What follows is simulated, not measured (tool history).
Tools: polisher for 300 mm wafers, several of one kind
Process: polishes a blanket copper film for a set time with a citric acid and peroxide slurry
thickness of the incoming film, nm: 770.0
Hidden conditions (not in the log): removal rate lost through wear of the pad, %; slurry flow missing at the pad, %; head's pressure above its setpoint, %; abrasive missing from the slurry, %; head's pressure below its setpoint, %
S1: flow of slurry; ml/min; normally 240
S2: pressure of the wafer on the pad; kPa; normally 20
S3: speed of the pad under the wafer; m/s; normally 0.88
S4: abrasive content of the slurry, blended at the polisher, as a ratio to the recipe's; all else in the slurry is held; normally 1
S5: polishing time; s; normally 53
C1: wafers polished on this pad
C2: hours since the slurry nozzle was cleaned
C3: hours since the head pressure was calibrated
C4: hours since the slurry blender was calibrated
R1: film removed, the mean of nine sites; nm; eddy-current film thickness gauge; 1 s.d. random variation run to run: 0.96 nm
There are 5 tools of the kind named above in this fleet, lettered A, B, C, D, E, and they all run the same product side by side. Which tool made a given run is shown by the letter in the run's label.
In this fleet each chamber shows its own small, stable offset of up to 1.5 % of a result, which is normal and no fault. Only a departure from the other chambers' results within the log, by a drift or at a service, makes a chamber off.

run 1C hour=9.5 | S1=240 S2=20 S3=0.88 S4=1 S5=53 | C1=474 C2=637.8 C3=274.9 C4=125.6 | R1=94.009
run 2D hour=15.7 | S1=240 S2=20 S3=0.88 S4=1 S5=53 | C1=134 C2=524.8 C3=23.7 C4=31.8 | R1=93.885
run 3A hour=27.1 | S1=240 S2=20 S3=0.88 S4=1 S5=53 | C1=639 C2=68.5 C3=327.1 C4=184.1 | R1=94.233
run 4E hour=34.1 | S1=240 S2=20 S3=0.88 S4=1 S5=53 | C1=689 C2=721.1 C3=582.2 C4=228.1 | R1=96.219
-- hour=39.5 chamber B: worn pad replaced by a new one
-- hour=43.5 chamber D: slurry nozzle cleaned
run 5B hour=46.9 | S1=240 S2=20 S3=0.88 S4=1 S5=53 | C1=58 C2=107.1 C3=248.5 C4=187.1 | R1=95.948
-- hour=48.3 chamber A: worn pad replaced by a new one
run 6E hour=60.1 | S1=240 S2=20 S3=0.88 S4=1 S5=53 | C1=894 C2=747.1 C3=608.2 C4=254.1 | R1=96.875
-- hour=65.1 chamber D: worn pad replaced by a new one
-- hour=65.5 chamber C: worn pad replaced by a new one
run 7D hour=73.6 | S1=240 S2=20 S3=0.88 S4=1 S5=53 | C1=67 C2=30.2 C3=81.6 C4=89.7 | R1=96.079
-- hour=79.7 chamber B: slurry blender recalibrated
run 8A hour=84.7 | S1=285 S2=25.5 S3=0.88 S4=1 S5=53 | C1=287 C2=126.1 C3=384.7 C4=241.7 | R1=124.64
run 9C hour=91.3 | S1=285 S2=25.5 S3=0.88 S4=1 S5=53 | C1=203 C2=719.6 C3=356.7 C4=207.4 | R1=120.8
-- hour=99.6 chamber C: slurry blender recalibrated
-- hour=102.9 chamber A: head pressure recalibrated
run 10B hour=104.3 | S1=285 S2=25.5 S3=0.88 S4=1 S5=53 | C1=511 C2=164.5 C3=305.9 C4=24.7 | R1=125.05
run 11B hour=112.2 | S1=285 S2=25.5 S3=0.88 S4=1 S5=53 | C1=573 C2=172.4 C3=313.8 C4=32.6 | R1=122.1
-- hour=117.3 chamber E: worn pad replaced by a new one
run 12C hour=124.3 | S1=285 S2=25.5 S3=0.88 S4=1 S5=53 | C1=464 C2=752.6 C3=389.7 C4=24.7 | R1=118.78
-- hour=128.7 chamber D: worn pad replaced by a new one
-- hour=135.7 chamber E: slurry nozzle cleaned
run 13D hour=136.1 | S1=240 S2=20 S3=0.88 S4=1 S5=53 | C1=58 C2=92.7 C3=144.1 C4=152.2 | R1=95.721
-- hour=138.3 chamber B: head pressure recalibrated
run 14A hour=145.1 | S1=240 S2=20 S3=0.88 S4=1 S5=53 | C1=764 C2=186.5 C3=42.3 C4=302.1 | R1=94.989
-- hour=153.4 chamber C: worn pad replaced by a new one
-- hour=155.2 chamber A: worn pad replaced by a new one
run 15E hour=156.4 | S1=240 S2=20 S3=0.88 S4=1.3 S5=47 | C1=309 C2=20.7 C3=704.5 C4=350.4 | R1=90.952
-- hour=159.9 chamber C: head pressure recalibrated
-- hour=165.4 chamber B: worn pad replaced by a new one
run 16B hour=168.9 | S1=240 S2=20 S3=0.88 S4=1.3 S5=47 | C1=27 C2=229.1 C3=30.7 C4=89.3 | R1=90.467
run 17A hour=179.3 | S1=240 S2=20 S3=0.88 S4=1.3 S5=47 | C1=190 C2=220.7 C3=76.5 C4=336.3 | R1=90.089
run 18D hour=188.3 | S1=240 S2=20 S3=0.88 S4=1.3 S5=47 | C1=470 C2=144.9 C3=196.3 C4=204.4 | R1=88.72
run 19C hour=198.9 | S1=240 S2=20 S3=0.88 S4=1.3 S5=47 | C1=359 C2=827.2 C3=39 C4=99.3 | R1=86.198
-- hour=203.6 chamber D: worn pad replaced by a new one
run 20E hour=205.4 | S1=295 S2=20 S3=0.64 S4=1 S5=53 | C1=695 C2=69.7 C3=753.5 C4=399.4 | R1=74.046
run 21B hour=212 | S1=295 S2=20 S3=0.64 S4=1 S5=53 | C1=367 C2=272.2 C3=73.8 C4=132.4 | R1=71.871
run 22A hour=222.2 | S1=295 S2=20 S3=0.64 S4=1 S5=53 | C1=528 C2=263.6 C3=119.4 C4=379.2 | R1=71.208
run 23E hour=235.6 | S1=295 S2=20 S3=0.64 S4=1 S5=53 | C1=934 C2=99.9 C3=783.7 C4=429.6 | R1=75.118
run 24D hour=247.5 | S1=295 S2=20 S3=0.64 S4=1 S5=53 | C1=346 C2=204.1 C3=255.5 C4=263.6 | R1=70.585
-- hour=248.9 chamber A: worn pad replaced by a new one
-- hour=249.3 chamber A: slurry blender recalibrated
run 25C hour=253.9 | S1=240 S2=20 S3=0.88 S4=1 S5=53 | C1=793 C2=882.2 C3=94 C4=154.3 | R1=93.086
-- hour=260.2 chamber C: worn pad replaced by a new one
-- hour=265.7 chamber D: slurry blender recalibrated
run 26C hour=266.9 | S1=240 S2=20 S3=0.88 S4=1 S5=53 | C1=53 C2=895.2 C3=107 C4=167.3 | R1=93.478
-- hour=269.7 chamber D: worn pad replaced by a new one
run 27D hour=275.6 | S1=240 S2=20 S3=1.02 S4=1 S5=65 | C1=47 C2=232.2 C3=283.6 C4=10 | R1=132.27
-- hour=276.7 chamber B: slurry blender recalibrated
-- hour=282.7 chamber B: worn pad replaced by a new one
-- hour=287.8 chamber E: slurry blender recalibrated
run 28B hour=288.8 | S1=240 S2=20 S3=1.02 S4=1 S5=65 | C1=48 C2=349 C3=150.6 C4=12.1 | R1=136.13
-- hour=293.2 chamber E: worn pad replaced by a new one
run 29A hour=299.4 | S1=240 S2=20 S3=1.02 S4=1 S5=65 | C1=398 C2=340.8 C3=196.6 C4=50.2 | R1=135.51
run 30E hour=307.8 | S1=240 S2=20 S3=1.02 S4=1 S5=65 | C1=115 C2=172.1 C3=855.9 C4=20 | R1=145.97
run 31B hour=315.3 | S1=240 S2=20 S3=1.02 S4=1 S5=65 | C1=257 C2=375.5 C3=177.1 C4=38.6 | R1=135.64

One chamber off, gauge drift, or nothing amiss beyond the chambers' own small offsets? If it is a chamber, which one, and what is the likeliest cause?

Chamber E drifts away from the others.
Likeliest cause: head's pressure above its setpoint, % = 7.21.

Which of the 4 candidates below, each the usual settings with something changed and its results left as question marks, puts chamber E back in line with what the other chambers give on the usual settings?
Counts as in line when no further than this from what the other chambers average on the usual settings: R1 3.4 nm
run 32E-1 hour=325.4 | S1=240 S2=20 S3=0.94 S4=1 S5=57 | R1=?
run 32E-2 hour=325.4 | S1=240 S2=20 S3=0.82 S4=1 S5=49 | R1=?
run 32E-3 hour=325.4 | S1=240 S2=20 S3=0.8 S4=1 S5=53 | R1=?
run 32E-4 hour=325.4 | S1=240 S2=20.7 S3=0.9 S4=1 S5=55 | R1=?

The other chambers' mean on the usual settings: R1 94.496 nm
run=32E-1 R1=117.5
run=32E-2 R1=88.611
run=32E-3 R1=93.609
run=32E-4 R1=112.45
Change 32E-3 lands the chamber within the allowed miss of the other chambers.

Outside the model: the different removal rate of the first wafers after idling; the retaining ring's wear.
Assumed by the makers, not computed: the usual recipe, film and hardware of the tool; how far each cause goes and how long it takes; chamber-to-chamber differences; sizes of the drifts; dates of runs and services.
